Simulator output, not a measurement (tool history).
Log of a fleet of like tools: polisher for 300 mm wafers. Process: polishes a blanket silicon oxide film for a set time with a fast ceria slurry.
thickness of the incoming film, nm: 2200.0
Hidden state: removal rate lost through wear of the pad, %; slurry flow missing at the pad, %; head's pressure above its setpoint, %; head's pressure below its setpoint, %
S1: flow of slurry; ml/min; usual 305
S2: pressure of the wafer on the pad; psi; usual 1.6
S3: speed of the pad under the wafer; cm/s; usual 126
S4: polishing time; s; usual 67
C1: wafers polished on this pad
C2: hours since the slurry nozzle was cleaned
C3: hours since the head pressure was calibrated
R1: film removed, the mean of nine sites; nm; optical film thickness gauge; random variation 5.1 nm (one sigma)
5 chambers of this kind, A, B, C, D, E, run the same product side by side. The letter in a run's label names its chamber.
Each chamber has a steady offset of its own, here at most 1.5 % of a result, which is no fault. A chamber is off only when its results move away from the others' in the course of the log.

run,day,S1,S2,S3,S4,C1,C2,C3,R1
# day 0.046: chamber A: worn pad replaced by a new one
# day 0.062: chamber C: worn pad replaced by a new one
1B,0.154,305,1.6,126,67,429,93.8,673.7,718.84
2D,0.288,305,1.6,126,67,471,7.8,1228.9,734.56
3E,0.467,305,1.6,126,67,692,542.3,503.4,740.42
# day 0.533: chamber E: worn pad replaced by a new one
4A,0.654,305,1.6,126,67,195,204.6,224.3,733.45
5C,0.767,305,1.6,126,67,226,372.7,331.0,721.06
6A,0.867,305,1.6,126,67,262,209.7,229.4,726.63
# day 0.996: chamber D: head pressure recalibrated
7D,1.054,205,1.6,126,67,716,26.2,1.5,689.45
8C,1.179,205,1.6,126,67,357,382.6,340.9,695.23
9B,1.325,205,1.6,126,67,803,121.9,701.8,699.90
10E,1.429,205,1.6,126,67,287,565.4,526.5,700.56
11B,1.538,205,1.6,126,67,871,127.0,706.9,695.76
12C,1.700,305,1.6,126,67,524,395.1,353.4,721.48
13E,1.804,305,1.6,126,67,407,574.4,535.5,732.77
14D,2.000,305,1.6,126,67,1018,48.9,24.2,733.49
# day 2.008: chamber B: worn pad replaced by a new one
# day 2.138: chamber C: worn pad replaced by a new one
15A,2.138,305,1.6,126,67,669,240.2,259.9,723.81
16D,2.312,305,1.6,126,67,1118,56.4,31.7,736.81
# day 2.333: chamber E: slurry nozzle cleaned
17B,2.438,305,1.6,126,67,137,148.6,728.5,725.80
18E,2.558,305,1.6,126,67,648,5.4,553.6,740.82
19A,2.704,305,1.6,168,78,850,253.8,273.5,1128.10
20C,2.804,305,1.6,168,78,214,421.6,379.9,1127.60
# day 2.838: chamber E: worn pad replaced by a new one
21D,2.921,305,1.6,168,78,1313,71.0,46.3,1136.70
22B,3.112,305,1.6,168,78,353,164.8,744.7,1133.90
# day 3.196: chamber B: head pressure recalibrated
# day 3.204: chamber D: worn pad replaced by a new one
23E,3.258,305,1.6,168,78,135,22.2,570.4,1137.20
24A,3.417,305,1.6,126,67,1078,270.9,290.6,726.94
25C,3.529,305,1.6,126,67,446,439.0,397.3,726.90
26C,3.650,305,1.6,126,67,484,441.9,400.2,732.23
27A,3.812,305,1.6,126,67,1205,280.4,300.1,727.20
28E,3.933,305,1.6,126,67,351,38.4,586.6,737.74
29D,4.071,305,1.6,126,67,278,98.6,73.9,731.84
30B,4.212,305,1.6,126,67,705,191.2,24.5,671.71
# day 4.296: chamber C: worn pad replaced by a new one
31C,4.308,305,1.6,154,51,5,457.7,416.0,676.51
32D,4.479,305,1.6,154,51,408,108.4,83.7,683.45
33E,4.629,305,1.6,154,51,574,55.1,603.3,683.13
34B,4.725,305,1.6,154,51,869,203.5,36.8,624.80
35A,4.867,305,1.6,154,51,1542,305.7,325.4,676.63
# day 5.004: chamber E: worn pad replaced by a new one
36D,5.071,305,1.6,126,67,597,122.6,97.9,740.38
# day 5.238: chamber A: worn pad replaced by a new one
37E,5.258,305,1.6,126,67,81,70.2,618.4,741.31
38C,5.446,305,1.6,126,67,369,485.0,443.3,716.05
39B,5.538,305,1.6,126,67,1128,223.0,56.3,685.71
40A,5.717,305,1.6,126,67,153,326.1,345.8,732.94
41D,5.925,305,1.6,126,67,871,143.1,118.4,722.18

What goes on in this fleet: one chamber off, a drifting gauge, or nothing beyond the chambers' own small offsets? Name the chamber and the cause, if any.

A service left chamber B off against the others.
Cause: head's pressure below its setpoint, % = 6.94.

Here are 4 candidates for chamber B's next run, each the usual settings with a change, their results left as question marks. Which one brings its results back in line with what the others give on the usual settings?
In line means no further than this from the other chambers' mean on the usual settings: R1 18.00 nm
42B-1,6.071,305,1.6,126,62,,,,?
42B-2,6.071,305,1.5,126,62,,,,?
42B-3,6.071,305,1.6,136,67,,,,?
42B-4,6.071,310,1.6,144,67,,,,?

The other chambers' mean on the usual settings: R1 729.42 nm
run,R1
42B-1,624.26
42B-2,585.66
42B-3,727.77
42B-4,771.38
42B-3 brings the chamber back in line.
